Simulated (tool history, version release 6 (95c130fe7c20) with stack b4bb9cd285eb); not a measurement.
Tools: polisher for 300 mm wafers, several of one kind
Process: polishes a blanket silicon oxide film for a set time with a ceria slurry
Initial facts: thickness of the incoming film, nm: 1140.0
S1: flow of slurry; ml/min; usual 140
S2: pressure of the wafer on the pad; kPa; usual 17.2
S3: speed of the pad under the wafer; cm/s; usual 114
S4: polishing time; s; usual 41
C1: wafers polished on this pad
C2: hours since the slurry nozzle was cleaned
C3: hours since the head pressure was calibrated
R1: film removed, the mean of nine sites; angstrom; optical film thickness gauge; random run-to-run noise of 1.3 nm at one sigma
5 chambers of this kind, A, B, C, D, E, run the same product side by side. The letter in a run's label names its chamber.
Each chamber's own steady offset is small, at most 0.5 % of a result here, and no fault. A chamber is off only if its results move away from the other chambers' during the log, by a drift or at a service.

{"run": "1A", "hour": 6.0, "S1": 140, "S2": 17.2, "S3": 114, "S4": 41, "C1": 896, "C2": 295.6, "C3": 1255.9, "R1": 1599.8}
{"hour": 8.5, "done": "chamber D: slurry nozzle cleaned"}
{"run": "2C", "hour": 11.3, "S1": 140, "S2": 17.2, "S3": 114, "S4": 41, "C1": 433, "C2": 768.7, "C3": 538, "R1": 1578.8}
{"hour": 13.5, "done": "chamber D: worn pad replaced by a new one"}
{"hour": 14.5, "done": "chamber C: slurry nozzle cleaned"}
{"hour": 16.0, "done": "chamber A: worn pad replaced by a new one"}
{"hour": 16.1, "done": "chamber E: head pressure recalibrated"}
{"hour": 18.5, "done": "chamber E: worn pad replaced by a new one"}
{"hour": 19.6, "done": "chamber A: head pressure recalibrated"}
{"run": "3D", "hour": 20.6, "S1": 140, "S2": 17.2, "S3": 114, "S4": 41, "C1": 113, "C2": 12.2, "C3": 545.5, "R1": 1603.3}
{"run": "4B", "hour": 26.7, "S1": 140, "S2": 17.2, "S3": 114, "S4": 41, "C1": 1110, "C2": 313.8, "C3": 234.3, "R1": 1587}
{"hour": 30.3, "done": "chamber D: head pressure recalibrated"}
{"hour": 34.5, "done": "chamber C: worn pad replaced by a new one"}
{"run": "5E", "hour": 35.1, "S1": 140, "S2": 17.2, "S3": 114, "S4": 41, "C1": 265, "C2": 609.9, "C3": 19.1, "R1": 1621.5}
{"run": "6D", "hour": 44.3, "S1": 140, "S2": 17.2, "S3": 114, "S4": 41, "C1": 492, "C2": 35.9, "C3": 14, "R1": 1611.3}
{"run": "7C", "hour": 49.1, "S1": 140, "S2": 17.2, "S3": 114, "S4": 41, "C1": 234, "C2": 34.7, "C3": 575.8, "R1": 1582}
{"run": "8E", "hour": 56.5, "S1": 140, "S2": 17.2, "S3": 114, "S4": 41, "C1": 607, "C2": 631.3, "C3": 40.5, "R1": 1625}
{"run": "9B", "hour": 60.9, "S1": 140, "S2": 17.2, "S3": 114, "S4": 41, "C1": 1657, "C2": 348, "C3": 268.5, "R1": 1590.3}
{"run": "10A", "hour": 66.6, "S1": 140, "S2": 17.2, "S3": 114, "S4": 41, "C1": 810, "C2": 356.2, "C3": 47, "R1": 1610.1}
{"run": "11B", "hour": 74.6, "S1": 140, "S2": 17.2, "S3": 114, "S4": 41, "C1": 1876, "C2": 361.7, "C3": 282.2, "R1": 1580.3}
{"hour": 82.0, "done": "chamber A: worn pad replaced by a new one"}
{"run": "12A", "hour": 83.3, "S1": 140, "S2": 17.2, "S3": 114, "S4": 41, "C1": 21, "C2": 372.9, "C3": 63.7, "R1": 1611.7}
{"hour": 86.5, "done": "chamber C: worn pad replaced by a new one"}
{"run": "13D", "hour": 87.8, "S1": 140, "S2": 17.2, "S3": 78, "S4": 28, "C1": 1187, "C2": 79.4, "C3": 57.5, "R1": 740.12}
{"hour": 92.6, "done": "chamber E: worn pad replaced by a new one"}
{"run": "14E", "hour": 93.2, "S1": 140, "S2": 17.2, "S3": 78, "S4": 28, "C1": 9, "C2": 668, "C3": 77.2, "R1": 753.82}
{"hour": 99.2, "done": "chamber D: worn pad replaced by a new one"}
{"run": "15C", "hour": 100.1, "S1": 140, "S2": 17.2, "S3": 78, "S4": 28, "C1": 217, "C2": 85.7, "C3": 626.8, "R1": 736.11}
{"hour": 105.9, "done": "chamber A: slurry nozzle cleaned"}
{"run": "16B", "hour": 108.4, "S1": 140, "S2": 17.2, "S3": 78, "S4": 28, "C1": 2416, "C2": 395.5, "C3": 316, "R1": 730.53}
{"hour": 114.3, "done": "chamber B: slurry nozzle cleaned"}
{"run": "17E", "hour": 117.2, "S1": 140, "S2": 17.2, "S3": 78, "S4": 28, "C1": 393, "C2": 692, "C3": 101.2, "R1": 755.85}
{"run": "18A", "hour": 125.0, "S1": 140, "S2": 17.2, "S3": 114, "S4": 41, "C1": 687, "C2": 19.2, "C3": 105.4, "R1": 1611.1}
{"run": "19D", "hour": 133.3, "S1": 140, "S2": 17.2, "S3": 114, "S4": 41, "C1": 545, "C2": 124.9, "C3": 103, "R1": 1589.3}
{"hour": 136.0, "done": "chamber C: worn pad replaced by a new one"}
{"run": "20C", "hour": 140.0, "S1": 140, "S2": 17.2, "S3": 114, "S4": 41, "C1": 64, "C2": 125.6, "C3": 666.7, "R1": 1612.8}
{"run": "21B", "hour": 148.9, "S1": 140, "S2": 17.2, "S3": 114, "S4": 41, "C1": 3063, "C2": 34.6, "C3": 356.5, "R1": 1551.3}
{"hour": 150.8, "done": "chamber A: worn pad replaced by a new one"}
{"run": "22C", "hour": 154.6, "S1": 140, "S2": 17.2, "S3": 114, "S4": 41, "C1": 298, "C2": 140.2, "C3": 681.3, "R1": 1585.7}
{"run": "23D", "hour": 158.9, "S1": 140, "S2": 17.2, "S3": 114, "S4": 41, "C1": 954, "C2": 150.5, "C3": 128.6, "R1": 1616.4}
{"run": "24A", "hour": 165.3, "S1": 140, "S2": 17.2, "S3": 114, "S4": 41, "C1": 232, "C2": 59.5, "C3": 145.7, "R1": 1628}
{"run": "25E", "hour": 171.1, "S1": 140, "S2": 17.2, "S3": 114, "S4": 41, "C1": 1254, "C2": 745.9, "C3": 155.1, "R1": 1599.8}
{"run": "26D", "hour": 177.7, "S1": 140, "S2": 17.2, "S3": 114, "S4": 41, "C1": 1255, "C2": 169.3, "C3": 147.4, "R1": 1598.7}
{"hour": 182.1, "done": "chamber D: worn pad replaced by a new one"}
{"hour": 182.4, "done": "chamber E: worn pad replaced by a new one"}
{"run": "27E", "hour": 184.2, "S1": 140, "S2": 17.2, "S3": 114, "S4": 41, "C1": 28, "C2": 759, "C3": 168.2, "R1": 1618.2}
{"run": "28C", "hour": 190.3, "S1": 140, "S2": 17.2, "S3": 114, "S4": 41, "C1": 868, "C2": 175.9, "C3": 717, "R1": 1583.5}
{"hour": 193.9, "done": "chamber C: worn pad replaced by a new one"}
{"run": "29A", "hour": 197.7, "S1": 140, "S2": 17.2, "S3": 114, "S4": 41, "C1": 750, "C2": 91.9, "C3": 178.1, "R1": 1587.4}
{"run": "30B", "hour": 204.3, "S1": 140, "S2": 17.2, "S3": 114, "S4": 41, "C1": 3949, "C2": 90, "C3": 411.9, "R1": 1500.8}
{"run": "31D", "hour": 212.9, "S1": 140, "S2": 17.2, "S3": 114, "S4": 41, "C1": 492, "C2": 204.5, "C3": 182.6, "R1": 1585.3}
{"hour": 215.8, "done": "chamber A: worn pad replaced by a new one"}
{"run": "32C", "hour": 220.8, "S1": 140, "S2": 17.2, "S3": 94, "S4": 41, "C1": 430, "C2": 206.4, "C3": 747.5, "R1": 1314.7}
{"run": "33B", "hour": 224.9, "S1": 140, "S2": 17.2, "S3": 94, "S4": 41, "C1": 4278, "C2": 110.6, "C3": 432.5, "R1": 1209.2}
{"run": "34A", "hour": 233.9, "S1": 140, "S2": 17.2, "S3": 94, "S4": 41, "C1": 289, "C2": 128.1, "C3": 214.3, "R1": 1325.9}
{"run": "35E", "hour": 239.3, "S1": 140, "S2": 17.2, "S3": 94, "S4": 41, "C1": 909, "C2": 814.1, "C3": 223.3, "R1": 1310.8}
{"hour": 244.4, "done": "chamber C: worn pad replaced by a new one"}
{"run": "36A", "hour": 245.1, "S1": 140, "S2": 17.2, "S3": 94, "S4": 41, "C1": 468, "C2": 139.3, "C3": 225.5, "R1": 1330.5}
{"run": "37E", "hour": 250.9, "S1": 140, "S2": 17.2, "S3": 114, "S4": 41, "C1": 1094, "C2": 825.7, "C3": 234.9, "R1": 1583}
{"run": "38C", "hour": 255.1, "S1": 140, "S2": 17.2, "S3": 114, "S4": 41, "C1": 171, "C2": 240.7, "C3": 781.8, "R1": 1580.5}
{"run": "39D", "hour": 260.7, "S1": 140, "S2": 17.2, "S3": 114, "S4": 41, "C1": 1256, "C2": 252.3, "C3": 230.4, "R1": 1606.9}
{"run": "40B", "hour": 269.6, "S1": 140, "S2": 17.2, "S3": 114, "S4": 41, "C1": 4992, "C2": 155.3, "C3": 477.2, "R1": 1446.3}
{"run": "41C", "hour": 278.2, "S1": 140, "S2": 17.2, "S3": 114, "S4": 41, "C1": 541, "C2": 263.8, "C3": 804.9, "R1": 1614.1}

All 5 chambers run these settings next. Forecast each chamber's results:
{"run": "42A", "hour": 285.1, "S1": 140, "S2": 17.2, "S3": 114, "S4": 41, "R1": "?"}
{"run": "42B", "hour": 285.1, "S1": 140, "S2": 17.2, "S3": 114, "S4": 41, "R1": "?"}
{"run": "42C", "hour": 285.1, "S1": 140, "S2": 17.2, "S3": 114, "S4": 41, "R1": "?"}
{"run": "42D", "hour": 285.1, "S1": 140, "S2": 17.2, "S3": 114, "S4": 41, "R1": "?"}
{"run": "42E", "hour": 285.1, "S1": 140, "S2": 17.2, "S3": 114, "S4": 41, "R1": "?"}

run=42A R1=1613.6
run=42B R1=1409.8
run=42C R1=1626.8
run=42D R1=1604.2
run=42E R1=1582.6
